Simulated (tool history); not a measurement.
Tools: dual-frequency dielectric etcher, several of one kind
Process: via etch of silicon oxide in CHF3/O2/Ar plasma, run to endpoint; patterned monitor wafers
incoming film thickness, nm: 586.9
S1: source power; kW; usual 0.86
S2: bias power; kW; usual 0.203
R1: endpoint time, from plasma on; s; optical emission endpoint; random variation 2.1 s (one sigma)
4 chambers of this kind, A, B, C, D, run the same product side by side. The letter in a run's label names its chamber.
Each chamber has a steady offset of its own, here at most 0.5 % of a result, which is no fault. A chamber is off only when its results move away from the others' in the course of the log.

run	hour	S1	S2	R1
1B	5.6	0.86	0.203	250.86
# hour 7.8: chamber A: source power generator calibrated
2C	10.8	0.86	0.203	244.87
3A	16.9	0.86	0.203	248.7
4D	23.2	0.86	0.203	244.13
5A	28.5	0.86	0.203	249.39
6D	32.3	0.86	0.203	249.19
# hour 32.4: chamber A: wet clean of the chamber
7C	37.9	1.07	0.154	247.5
8B	42.3	1.07	0.154	249.51
9D	48.6	1.07	0.154	249.81
10C	52	1.07	0.154	250.39
11A	58.2	0.97	0.203	236.85
12B	63.2	0.97	0.203	240.64
13B	68.1	0.97	0.203	237
14A	72.8	0.97	0.203	236.58
15D	75.8	0.86	0.203	247.27
16C	82	0.86	0.203	247.39
# hour 85.2: chamber B: bias power generator calibrated
17C	86.4	0.86	0.203	246.2
18D	90.4	0.86	0.203	244.6
19B	94.3	0.86	0.203	247.64
20A	97.2	0.86	0.203	252.28
21C	102.6	0.77	0.203	260.63
22D	108.7	0.77	0.203	261.11
23B	111.8	0.77	0.203	261.42
24A	115	0.77	0.203	260.65
25D	118.9	0.86	0.203	246.24
26B	122.7	0.76	0.236	245.14
27C	127.9	0.76	0.236	247.35
28A	133.9	0.76	0.236	247.53
29B	137.1	0.76	0.236	246.32
30C	143.5	0.86	0.203	248.78
31A	147	0.86	0.203	253.94
32D	150.6	0.86	0.203	246.47
33A	154.4	1.04	0.22	223.73
34C	157.2	1.04	0.22	223.63

Next, every chamber runs the same settings. What will each give?
35A	161.8	0.86	0.227	?
35B	161.8	0.86	0.227	?
35C	161.8	0.86	0.227	?
35D	161.8	0.86	0.227	?

run	R1
35A	239.54
35B	238.8
35C	238.47
35D	236.47
